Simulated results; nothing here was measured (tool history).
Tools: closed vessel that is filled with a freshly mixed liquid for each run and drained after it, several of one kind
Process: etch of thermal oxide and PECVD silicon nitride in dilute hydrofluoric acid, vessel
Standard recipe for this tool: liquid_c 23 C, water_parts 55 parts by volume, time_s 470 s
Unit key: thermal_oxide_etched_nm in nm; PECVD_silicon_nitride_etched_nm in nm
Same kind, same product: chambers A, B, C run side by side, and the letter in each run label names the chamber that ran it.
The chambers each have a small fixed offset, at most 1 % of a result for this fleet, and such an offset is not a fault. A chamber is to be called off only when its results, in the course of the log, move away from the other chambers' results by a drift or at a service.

run,hour,liquid_c,water_parts,time_s,"read-back film thickness of the thermal oxide reference wafer, read on the same gauge (nm)","read-back film thickness of the PECVD silicon nitride reference wafer, read on the same gauge (nm)",thermal_oxide_etched_nm,PECVD_silicon_nitride_etched_nm
1C,12.5,23,55,470,50.005,99.996,41.151,21.572
2A,21,23,55,470,49.976,100.03,41.751,21.594
3B,33.9,23,55,470,49.997,99.998,42.601,21.763
4A,43.2,23,55,470,49.99,99.965,42.082,21.198
5B,55.4,23,55,470,50.015,100.03,42.04,21.36
6C,66,23,55,470,50.028,100.03,41.917,21.647
7B,79.9,23,55,470,49.982,99.991,42.073,21.575
8A,90.3,23,55,470,50.006,100.03,41.687,21.288
9C,99.6,23,75,470,49.965,100.01,29.847,15.904
10B,112.1,23,75,470,49.994,100.03,29.83,15.63
11C,120.7,23,75,470,50.005,99.996,29.669,15.737
12A,128.3,23,55,470,49.989,100.01,41.979,21.459
13C,142.6,23,55,470,50.005,100.02,41.192,21.725
14A,150.4,24.5,55,595,49.99,99.985,55.063,29.772
15B,157.1,24.5,55,595,49.991,99.998,55.605,30.169
16B,167.3,24.5,55,595,49.997,100.02,55.406,30.011
17C,175.4,23,55,470,49.998,99.975,41.984,21.613
18A,188.9,23,55,565,50.017,100.01,49.924,25.312
19A,196.6,23,55,565,49.978,99.987,49.924,25.83
20C,211.7,23,55,565,49.995,99.997,50.154,26.133

Is one chamber out of step, is the gauge drifting, or do the chambers differ by no more than their own small offsets? For an off chamber, give its letter and the likeliest cause.

Nothing is wrong: each chamber keeps only its own small, steady offset and the gauge holds still.
